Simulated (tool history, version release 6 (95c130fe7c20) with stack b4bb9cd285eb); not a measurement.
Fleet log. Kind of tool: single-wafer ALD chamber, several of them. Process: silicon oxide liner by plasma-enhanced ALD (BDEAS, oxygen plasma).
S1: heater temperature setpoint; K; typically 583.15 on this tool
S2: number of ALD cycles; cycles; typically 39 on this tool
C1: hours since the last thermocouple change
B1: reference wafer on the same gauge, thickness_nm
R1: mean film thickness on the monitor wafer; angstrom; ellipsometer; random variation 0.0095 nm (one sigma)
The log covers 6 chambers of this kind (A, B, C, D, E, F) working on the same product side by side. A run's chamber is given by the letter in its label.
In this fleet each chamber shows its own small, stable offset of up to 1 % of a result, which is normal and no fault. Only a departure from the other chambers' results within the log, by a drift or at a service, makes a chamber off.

Run 1A, hour 12.6: usual settings; C1 512.7; B1 4.2491. Result: R1 35.705 angstrom.
Run 2F, hour 23.6: usual settings; C1 844.7; B1 4.2476. Result: R1 35.741 angstrom.
Run 3D, hour 34.5: usual settings; C1 1025.3; B1 4.2512. Result: R1 35.485 angstrom.
Run 4B, hour 46.1: usual settings; C1 650.3; B1 4.2529. Result: R1 35.795 angstrom.
Run 5E, hour 58: usual settings; C1 413.7; B1 4.2505. Result: R1 35.779 angstrom.
Run 6C, hour 70.6: usual settings; C1 374.6; B1 4.2493. Result: R1 35.751 angstrom.
Run 7D, hour 80.9: usual settings; C1 1071.7; B1 4.2493. Result: R1 35.565 angstrom.
Run 8C, hour 89.2: usual settings; C1 393.2; B1 4.2527. Result: R1 35.714 angstrom.
Run 9F, hour 95.3: usual settings; C1 916.4; B1 4.251. Result: R1 35.598 angstrom.
Run 10A, hour 103.2: usual settings; C1 603.3; B1 4.2503. Result: R1 35.761 angstrom.
Run 11B, hour 109: usual settings; C1 713.2; B1 4.2529. Result: R1 35.723 angstrom.
Run 12E, hour 116.9: usual settings but S1 576.15 K, S2 43 cycles; C1 472.6; B1 4.2503. Result: R1 39.686 angstrom.
Run 13F, hour 122.9: usual settings but S1 576.15 K, S2 43 cycles; C1 944; B1 4.2513. Result: R1 39.925 angstrom.
Run 14B, hour 129.8: usual settings but S1 576.15 K, S2 43 cycles; C1 734; B1 4.249. Result: R1 39.763 angstrom.
Run 15A, hour 139.2: usual settings but S1 576.15 K, S2 43 cycles; C1 639.3; B1 4.247. Result: R1 39.617 angstrom.
Run 16D, hour 150.1: usual settings but S1 576.15 K, S2 43 cycles; C1 1140.9; B1 4.252. Result: R1 39.716 angstrom.
Run 17C, hour 161.9: usual settings but S1 576.15 K, S2 43 cycles; C1 465.9; B1 4.2502. Result: R1 39.96 angstrom.
Run 18E, hour 168.6: usual settings; C1 524.3; B1 4.2497. Result: R1 35.652 angstrom.
At hour 174.2: chamber B: thermocouple changed; heater temperature recalibrated.
Run 19E, hour 175.2: usual settings; C1 530.9; B1 4.2527. Result: R1 35.761 angstrom.
Run 20C, hour 186.5: usual settings but S1 593.15 K, S2 43 cycles; C1 490.5; B1 4.2519. Result: R1 38.879 angstrom.
At hour 191.8: chamber F: thermocouple changed; heater temperature recalibrated.
Run 21B, hour 192.2: usual settings but S1 593.15 K, S2 43 cycles; C1 18.1; B1 4.2488. Result: R1 38.991 angstrom.
Run 22A, hour 197.8: usual settings but S1 593.15 K, S2 43 cycles; C1 697.9; B1 4.2506. Result: R1 38.897 angstrom.
Run 23F, hour 205.1: usual settings but S1 593.15 K, S2 43 cycles; C1 13.4; B1 4.2491. Result: R1 38.866 angstrom.
Run 24D, hour 210.6: usual settings but S1 593.15 K, S2 43 cycles; C1 1201.4; B1 4.2494. Result: R1 38.729 angstrom.
Run 25E, hour 222.8: usual settings but S1 593.15 K, S2 43 cycles; C1 578.5; B1 4.25. Result: R1 38.791 angstrom.
Run 26C, hour 228.4: usual settings; C1 532.4; B1 4.2477. Result: R1 35.607 angstrom.
Run 27F, hour 234.1: usual settings; C1 42.4; B1 4.2485. Result: R1 35.75 angstrom.
Run 28D, hour 244.1: usual settings; C1 1234.9; B1 4.2475. Result: R1 35.557 angstrom.
Run 29A, hour 249.7: usual settings; C1 749.8; B1 4.2479. Result: R1 35.646 angstrom.
Run 30B, hour 260.8: usual settings but S1 592.15 K, S2 35 cycles; C1 86.7; B1 4.2525. Result: R1 31.78 angstrom.
Run 31A, hour 270.6: usual settings but S1 592.15 K, S2 35 cycles; C1 770.7; B1 4.2502. Result: R1 31.66 angstrom.
Run 32B, hour 279.1: usual settings but S1 592.15 K, S2 35 cycles; C1 105; B1 4.2476. Result: R1 31.706 angstrom.
Run 33C, hour 287.8: usual settings but S1 592.15 K, S2 35 cycles; C1 591.8; B1 4.2479. Result: R1 31.749 angstrom.
Run 34D, hour 295: usual settings but S1 592.15 K, S2 35 cycles; C1 1285.8; B1 4.2509. Result: R1 31.353 angstrom.
Run 35F, hour 300.9: usual settings but S1 592.15 K, S2 35 cycles; C1 109.2; B1 4.2484. Result: R1 31.592 angstrom.
Run 36E, hour 311.5: usual settings; C1 667.2; B1 4.2492. Result: R1 35.634 angstrom.
Run 37B, hour 321.4: usual settings; C1 147.3; B1 4.2488. Result: R1 35.767 angstrom.
Run 38A, hour 331.4: usual settings but S1 589.15 K, S2 32 cycles; C1 831.5; B1 4.2528. Result: R1 28.972 angstrom.
Run 39E, hour 342.5: usual settings but S1 589.15 K, S2 32 cycles; C1 698.2; B1 4.2518. Result: R1 28.918 angstrom.
Run 40C, hour 351.4: usual settings but S1 589.15 K, S2 32 cycles; C1 655.4; B1 4.2506. Result: R1 29.069 angstrom.
Run 41F, hour 358: usual settings but S1 589.15 K, S2 32 cycles; C1 166.3; B1 4.2493. Result: R1 29.064 angstrom.

All 6 chambers run these settings next. Forecast each chamber's results:
Run 42A, hour 367.1: usual settings. Result: R1 ?.
Run 42B, hour 367.1: usual settings. Result: R1 ?.
Run 42C, hour 367.1: usual settings. Result: R1 ?.
Run 42D, hour 367.1: usual settings. Result: R1 ?.
Run 42E, hour 367.1: usual settings. Result: R1 ?.
Run 42F, hour 367.1: usual settings. Result: R1 ?.

run      R1
42A  35.769
42B  36.099
42C   35.79
42D   35.58
42E  35.458
42F  35.804
